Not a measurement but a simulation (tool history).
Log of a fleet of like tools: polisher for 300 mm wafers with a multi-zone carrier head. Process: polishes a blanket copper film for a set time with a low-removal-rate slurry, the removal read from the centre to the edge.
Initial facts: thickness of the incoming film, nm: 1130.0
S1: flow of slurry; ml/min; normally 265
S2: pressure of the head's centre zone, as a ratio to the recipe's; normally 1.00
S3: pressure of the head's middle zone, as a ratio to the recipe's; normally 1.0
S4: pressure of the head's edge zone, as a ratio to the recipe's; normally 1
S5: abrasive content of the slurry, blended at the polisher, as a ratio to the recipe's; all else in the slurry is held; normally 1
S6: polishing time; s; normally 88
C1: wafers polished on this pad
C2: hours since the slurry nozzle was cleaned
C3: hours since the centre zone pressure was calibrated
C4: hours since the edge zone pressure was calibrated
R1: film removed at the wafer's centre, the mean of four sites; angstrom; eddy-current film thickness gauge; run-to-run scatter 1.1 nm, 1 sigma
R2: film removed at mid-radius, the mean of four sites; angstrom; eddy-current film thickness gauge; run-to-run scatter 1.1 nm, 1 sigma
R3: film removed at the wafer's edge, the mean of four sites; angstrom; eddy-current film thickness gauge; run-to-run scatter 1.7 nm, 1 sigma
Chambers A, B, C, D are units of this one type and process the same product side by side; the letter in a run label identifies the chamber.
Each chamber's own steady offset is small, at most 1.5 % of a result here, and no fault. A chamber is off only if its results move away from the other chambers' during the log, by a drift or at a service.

-- hour=9.6 chamber A: worn pad replaced by a new one
run 1B hour=12.8 | S1=265 S2=1.00 S3=1.0 S4=1 S5=1 S6=88 | C1=230 C2=182.7 C3=1343.7 C4=358.4 | R1=1600.3 R2=1600.5 R3=1586.1
run 2A hour=20.5 | S1=265 S2=1.00 S3=1.0 S4=1 S5=1 S6=88 | C1=77 C2=104.9 C3=213.1 C4=383.8 | R1=1601.1 R2=1566.8 R3=1609.6
-- hour=24.9 chamber D: slurry nozzle cleaned
-- hour=27.9 chamber D: edge zone pressure recalibrated
run 3D hour=29.8 | S1=265 S2=1.00 S3=1.0 S4=1 S5=1 S6=88 | C1=283 C2=4.9 C3=791.3 C4=1.9 | R1=1607.6 R2=1573.9 R3=1649.6
run 4C hour=37.2 | S1=265 S2=1.00 S3=1.0 S4=1 S5=1 S6=88 | C1=928 C2=216.9 C3=332.2 C4=290.4 | R1=1606.5 R2=1605.5 R3=1615.1
-- hour=41.5 chamber C: worn pad replaced by a new one
run 5D hour=47.2 | S1=265 S2=1.00 S3=1.0 S4=1 S5=1 S6=88 | C1=407 C2=22.3 C3=808.7 C4=19.3 | R1=1615.0 R2=1600.1 R3=1619.2
run 6A hour=60.3 | S1=265 S2=1.00 S3=1.0 S4=1 S5=1 S6=88 | C1=361 C2=144.7 C3=252.9 C4=423.6 | R1=1601.2 R2=1578.1 R3=1585.4
run 7C hour=72.4 | S1=265 S2=1.00 S3=1.0 S4=1 S5=1 S6=88 | C1=221 C2=252.1 C3=367.4 C4=325.6 | R1=1597.5 R2=1580.6 R3=1604.9
run 8B hour=78.1 | S1=265 S2=1.00 S3=1.0 S4=1 S5=1 S6=88 | C1=696 C2=248.0 C3=1409.0 C4=423.7 | R1=1584.3 R2=1609.6 R3=1593.1
run 9D hour=90.9 | S1=265 S2=1.00 S3=1.0 S4=1 S5=1 S6=88 | C1=719 C2=66.0 C3=852.4 C4=63.0 | R1=1603.0 R2=1598.4 R3=1624.5
-- hour=95.4 chamber B: worn pad replaced by a new one
run 10C hour=97.7 | S1=265 S2=1.00 S3=1.0 S4=1 S5=1 S6=88 | C1=401 C2=277.4 C3=392.7 C4=350.9 | R1=1602.4 R2=1588.1 R3=1617.5
-- hour=106.4 chamber A: worn pad replaced by a new one
run 11B hour=107.3 | S1=265 S2=1.00 S3=1.0 S4=1 S5=1 S6=88 | C1=85 C2=277.2 C3=1438.2 C4=452.9 | R1=1582.0 R2=1599.0 R3=1639.7
-- hour=108.8 chamber C: centre zone pressure recalibrated
run 12A hour=114.7 | S1=265 S2=1.00 S3=1.0 S4=1 S5=1 S6=88 | C1=59 C2=199.1 C3=307.3 C4=478.0 | R1=1601.8 R2=1581.1 R3=1591.3
run 13C hour=123.6 | S1=265 S2=1.00 S3=1.0 S4=1 S5=1 S6=88 | C1=586 C2=303.3 C3=14.8 C4=376.8 | R1=1595.0 R2=1617.0 R3=1587.5
-- hour=123.9 chamber B: centre zone pressure recalibrated
run 14A hour=131.7 | S1=265 S2=1.00 S3=1.0 S4=1 S5=1 S6=88 | C1=181 C2=216.1 C3=324.3 C4=495.0 | R1=1590.7 R2=1595.6 R3=1604.2
run 15D hour=142.9 | S1=265 S2=1.00 S3=1.0 S4=1 S5=1 S6=88 | C1=1090 C2=118.0 C3=904.4 C4=115.0 | R1=1595.7 R2=1585.8 R3=1626.4
run 16B hour=150.8 | S1=265 S2=1.00 S3=1.0 S4=1 S5=1 S6=88 | C1=396 C2=320.7 C3=27.0 C4=496.4 | R1=1561.0 R2=1606.4 R3=1590.5
-- hour=153.4 chamber A: centre zone pressure recalibrated
run 17D hour=163.3 | S1=265 S2=1.00 S3=1.0 S4=1 S5=1 S6=88 | C1=1235 C2=138.4 C3=924.8 C4=135.4 | R1=1615.3 R2=1590.5 R3=1624.9
-- hour=173.6 chamber C: worn pad replaced by a new one
run 18C hour=174.0 | S1=265 S2=1.00 S3=1.0 S4=1 S5=1 S6=88 | C1=3 C2=353.7 C3=65.2 C4=427.2 | R1=1600.3 R2=1578.8 R3=1620.4
-- hour=179.3 chamber D: worn pad replaced by a new one
-- hour=182.7 chamber B: slurry nozzle cleaned
run 19A hour=186.7 | S1=265 S2=1.00 S3=1.0 S4=1 S5=1 S6=88 | C1=573 C2=271.1 C3=33.3 C4=550.0 | R1=1506.7 R2=1595.9 R3=1635.8
-- hour=190.7 chamber B: worn pad replaced by a new one
run 20B hour=194.3 | S1=265 S2=1.00 S3=1.0 S4=1 S5=1 S6=88 | C1=26 C2=11.7 C3=70.5 C4=539.9 | R1=1603.8 R2=1600.7 R3=1558.1
-- hour=200.9 chamber A: worn pad replaced by a new one
run 21B hour=206.2 | S1=265 S2=1.00 S3=1.0 S4=1 S5=1 S6=88 | C1=111 C2=23.6 C3=82.4 C4=551.8 | R1=1596.2 R2=1625.2 R3=1608.5
-- hour=207.4 chamber C: edge zone pressure recalibrated
run 22D hour=212.9 | S1=265 S2=1.00 S3=1.0 S4=1 S5=1 S6=88 | C1=240 C2=188.0 C3=974.4 C4=185.0 | R1=1605.2 R2=1585.4 R3=1625.4
run 23A hour=219.1 | S1=200 S2=0.91 S3=1.0 S4=1 S5=1 S6=88 | C1=130 C2=303.5 C3=65.7 C4=582.4 | R1=1307.8 R2=1528.2 R3=1582.9
run 24C hour=227.2 | S1=200 S2=0.91 S3=1.0 S4=1 S5=1 S6=88 | C1=382 C2=406.9 C3=118.4 C4=19.8 | R1=1401.0 R2=1524.3 R3=1534.3
run 25A hour=235.2 | S1=200 S2=0.91 S3=1.0 S4=1 S5=1 S6=88 | C1=245 C2=319.6 C3=81.8 C4=598.5 | R1=1305.4 R2=1537.9 R3=1555.2
run 26C hour=245.2 | S1=200 S2=0.91 S3=1.0 S4=1 S5=1 S6=88 | C1=511 C2=424.9 C3=136.4 C4=37.8 | R1=1394.0 R2=1541.0 R3=1573.0
run 27B hour=254.6 | S1=265 S2=1.00 S3=1.0 S4=1 S5=1 S6=88 | C1=456 C2=72.0 C3=130.8 C4=600.2 | R1=1599.7 R2=1610.3 R3=1594.3
-- hour=262.6 chamber A: slurry nozzle cleaned
run 28D hour=263.4 | S1=265 S2=1.00 S3=1.0 S4=1 S5=1 S6=88 | C1=600 C2=238.5 C3=1024.9 C4=235.5 | R1=1602.7 R2=1596.0 R3=1589.8
run 29C hour=275.0 | S1=265 S2=1.00 S3=1.0 S4=1 S5=1 S6=88 | C1=723 C2=454.7 C3=166.2 C4=67.6 | R1=1589.5 R2=1591.7 R3=1619.2
run 30A hour=282.4 | S1=265 S2=1.00 S3=1.0 S4=1 S5=1 S6=88 | C1=582 C2=19.9 C3=129.0 C4=645.7 | R1=1504.4 R2=1595.4 R3=1596.0
run 31D hour=294.5 | S1=265 S2=1.00 S3=1.0 S4=1 S5=1 S6=88 | C1=822 C2=269.6 C3=1056.0 C4=266.6 | R1=1588.7 R2=1587.1 R3=1597.6
-- hour=296.1 chamber A: worn pad replaced by a new one
run 32B hour=302.3 | S1=265 S2=1.00 S3=1.0 S4=1 S5=1 S6=88 | C1=796 C2=119.7 C3=178.5 C4=647.9 | R1=1581.0 R2=1601.9 R3=1600.5
-- hour=307.7 chamber B: worn pad replaced by a new one
run 33D hour=312.9 | S1=265 S2=1.00 S3=1.0 S4=1 S5=1 S6=88 | C1=954 C2=288.0 C3=1074.4 C4=285.0 | R1=1605.1 R2=1590.5 R3=1601.8
run 34A hour=318.8 | S1=265 S2=1.00 S3=1.0 S4=1 S5=1 S6=88 | C1=162 C2=56.3 C3=165.4 C4=682.1 | R1=1508.8 R2=1588.1 R3=1606.2
run 35B hour=331.8 | S1=265 S2=1.00 S3=0.9 S4=1 S5=1 S6=77 | C1=172 C2=149.2 C3=208.0 C4=677.4 | R1=1394.5 R2=1289.9 R3=1391.9

For the next run the whole fleet of 4 chambers uses the same settings. Give each chamber's results:
run 36A hour=341.2 | S1=265 S2=1.00 S3=1.0 S4=1 S5=1 S6=88 | R1=? R2=? R3=?
run 36B hour=341.2 | S1=265 S2=1.00 S3=1.0 S4=1 S5=1 S6=88 | R1=? R2=? R3=?
run 36C hour=341.2 | S1=265 S2=1.00 S3=1.0 S4=1 S5=1 S6=88 | R1=? R2=? R3=?
run 36D hour=341.2 | S1=265 S2=1.00 S3=1.0 S4=1 S5=1 S6=88 | R1=? R2=? R3=?

run=36A R1=1509.9 R2=1581.5 R3=1622.3
run=36B R1=1592.3 R2=1585.4 R3=1616.2
run=36C R1=1603.5 R2=1588.9 R3=1609.8
run=36D R1=1612.6 R2=1582.1 R3=1599.6
